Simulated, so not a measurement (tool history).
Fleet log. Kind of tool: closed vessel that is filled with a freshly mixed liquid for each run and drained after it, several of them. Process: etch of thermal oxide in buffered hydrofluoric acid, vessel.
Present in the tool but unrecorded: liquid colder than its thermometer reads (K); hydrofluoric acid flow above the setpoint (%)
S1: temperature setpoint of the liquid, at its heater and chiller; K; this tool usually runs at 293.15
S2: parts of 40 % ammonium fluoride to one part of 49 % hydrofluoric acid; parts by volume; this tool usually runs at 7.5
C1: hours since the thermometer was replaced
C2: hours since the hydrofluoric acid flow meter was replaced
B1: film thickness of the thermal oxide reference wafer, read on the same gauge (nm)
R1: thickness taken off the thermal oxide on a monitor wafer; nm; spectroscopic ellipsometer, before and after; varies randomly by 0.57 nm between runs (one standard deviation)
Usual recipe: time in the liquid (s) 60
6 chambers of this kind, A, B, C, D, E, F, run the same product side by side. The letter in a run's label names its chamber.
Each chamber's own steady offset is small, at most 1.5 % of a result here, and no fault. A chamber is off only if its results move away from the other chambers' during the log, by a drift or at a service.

Run 1B, day 0.450: usual settings; C1 2801.6; C2 1276.4; B1 29.999. Result: R1 71.835 nm.
Run 2C, day 0.867: usual settings; C1 1785.3; C2 1559.7; B1 30.028. Result: R1 70.971 nm.
Run 3D, day 1.108: usual settings; C1 883.7; C2 1015.3; B1 30.031. Result: R1 69.499 nm.
Run 4E, day 1.558: usual settings; C1 826.0; C2 1745.0; B1 29.970. Result: R1 69.864 nm.
Run 5F, day 1.788: usual settings; C1 2482.0; C2 646.8; B1 29.993. Result: R1 70.068 nm.
Run 6A, day 2.196: usual settings; C1 527.6; C2 555.6; B1 29.981. Result: R1 70.445 nm.
At day 2.467: chamber F: thermometer replaced.
Run 7E, day 2.579: usual settings; C1 850.5; C2 1769.5; B1 30.017. Result: R1 71.055 nm.
At day 2.725: chamber E: hydrofluoric acid flow meter replaced.
Run 8D, day 2.967: usual settings but S2 9.5 parts by volume, time in the liquid (s) 45; C1 928.3; C2 1059.9; B1 30.024. Result: R1 41.731 nm.
Run 9B, day 3.379: usual settings but S2 9.5 parts by volume, time in the liquid (s) 45; C1 2871.9; C2 1346.7; B1 30.004. Result: R1 42.827 nm.
Run 10A, day 3.667: usual settings but S2 9.5 parts by volume, time in the liquid (s) 45; C1 562.9; C2 590.9; B1 29.990. Result: R1 41.633 nm.
Run 11C, day 3.988: usual settings but S2 9.5 parts by volume, time in the liquid (s) 45; C1 1860.2; C2 1634.6; B1 30.018. Result: R1 42.094 nm.
Run 12F, day 4.267: usual settings but S2 9.5 parts by volume, time in the liquid (s) 45; C1 43.3; C2 706.3; B1 29.991. Result: R1 41.737 nm.
Run 13C, day 4.488: usual settings but S2 9.5 parts by volume, time in the liquid (s) 45; C1 1872.2; C2 1646.6; B1 29.991. Result: R1 42.258 nm.
Run 14D, day 4.758: usual settings; C1 971.3; C2 1102.9; B1 29.946. Result: R1 69.592 nm.
Run 15E, day 5.021: usual settings; C1 909.1; C2 55.2; B1 30.021. Result: R1 70.613 nm.
Run 16A, day 5.283: usual settings; C1 601.7; C2 629.7; B1 29.992. Result: R1 71.235 nm.
Run 17B, day 5.483: usual settings; C1 2922.4; C2 1397.2; B1 29.969. Result: R1 72.126 nm.
Run 18F, day 5.904: usual settings; C1 82.6; C2 745.6; B1 30.013. Result: R1 70.263 nm.
At day 6.129: chamber D: thermometer replaced.
Run 19C, day 6.212: usual settings but S1 297.65 K, time in the liquid (s) 50; C1 1913.6; C2 1688.0; B1 29.996. Result: R1 77.175 nm.
Run 20A, day 6.562: usual settings but S1 297.65 K, time in the liquid (s) 50; C1 632.4; C2 660.4; B1 30.016. Result: R1 75.279 nm.
Run 21D, day 6.812: usual settings but S1 297.65 K, time in the liquid (s) 50; C1 16.5; C2 1152.2; B1 30.011. Result: R1 74.345 nm.
Run 22B, day 7.012: usual settings but S1 297.65 K, time in the liquid (s) 50; C1 2959.1; C2 1433.9; B1 30.007. Result: R1 76.377 nm.
Run 23F, day 7.262: usual settings but S1 297.65 K, time in the liquid (s) 50; C1 115.2; C2 778.2; B1 30.037. Result: R1 75.096 nm.
Run 24E, day 7.704: usual settings but S1 297.65 K, time in the liquid (s) 50; C1 973.5; C2 119.6; B1 29.985. Result: R1 72.300 nm.
Run 25D, day 8.108: usual settings but S1 294.65 K; C1 47.6; C2 1183.3; B1 30.021. Result: R1 75.978 nm.
Run 26E, day 8.346: usual settings but S1 294.65 K; C1 988.9; C2 135.0; B1 29.987. Result: R1 72.760 nm.
Run 27A, day 8.667: usual settings but S1 294.65 K; C1 682.9; C2 710.9; B1 30.050. Result: R1 76.160 nm.
Run 28B, day 9.038: usual settings but S1 294.65 K; C1 3007.7; C2 1482.5; B1 29.945. Result: R1 78.350 nm.
Run 29C, day 9.379: usual settings but S1 294.65 K; C1 1989.6; C2 1764.0; B1 30.010. Result: R1 77.311 nm.
Run 30F, day 9.812: usual settings but S1 294.65 K; C1 176.4; C2 839.4; B1 30.025. Result: R1 75.377 nm.
Run 31C, day 10.267: usual settings; C1 2010.9; C2 1785.3; B1 29.997. Result: R1 71.081 nm.
Run 32A, day 10.638: usual settings; C1 730.2; C2 758.2; B1 30.013. Result: R1 69.610 nm.
Run 33B, day 10.912: usual settings; C1 3052.7; C2 1527.5; B1 29.959. Result: R1 71.166 nm.
Run 34E, day 11.117: usual settings; C1 1055.4; C2 201.5; B1 30.018. Result: R1 64.878 nm.
Run 35F, day 11.438: usual settings; C1 215.4; C2 878.4; B1 30.018. Result: R1 70.060 nm.
Run 36D, day 11.729: usual settings; C1 134.5; C2 1270.2; B1 30.017. Result: R1 69.811 nm.
Run 37F, day 11.979: usual settings; C1 228.4; C2 891.4; B1 29.974. Result: R1 70.369 nm.
Run 38D, day 12.262: usual settings; C1 147.3; C2 1283.0; B1 29.975. Result: R1 69.174 nm.
Run 39A, day 12.625: usual settings but S2 5.0 parts by volume; C1 777.9; C2 805.9; B1 30.013. Result: R1 98.393 nm.
Run 40E, day 12.921: usual settings but S2 5.0 parts by volume; C1 1098.7; C2 244.8; B1 29.989. Result: R1 91.510 nm.

Each of the 6 chambers runs these same settings next. Fill in every chamber's results:
Run 41A, day 13.246: usual settings. Result: R1 ?.
Run 41B, day 13.246: usual settings. Result: R1 ?.
Run 41C, day 13.246: usual settings. Result: R1 ?.
Run 41D, day 13.246: usual settings. Result: R1 ?.
Run 41E, day 13.246: usual settings. Result: R1 ?.
Run 41F, day 13.246: usual settings. Result: R1 ?.

run      R1
41A  69.739
41B  72.350
41C  70.801
41D  70.400
41E  61.756
41F  70.759

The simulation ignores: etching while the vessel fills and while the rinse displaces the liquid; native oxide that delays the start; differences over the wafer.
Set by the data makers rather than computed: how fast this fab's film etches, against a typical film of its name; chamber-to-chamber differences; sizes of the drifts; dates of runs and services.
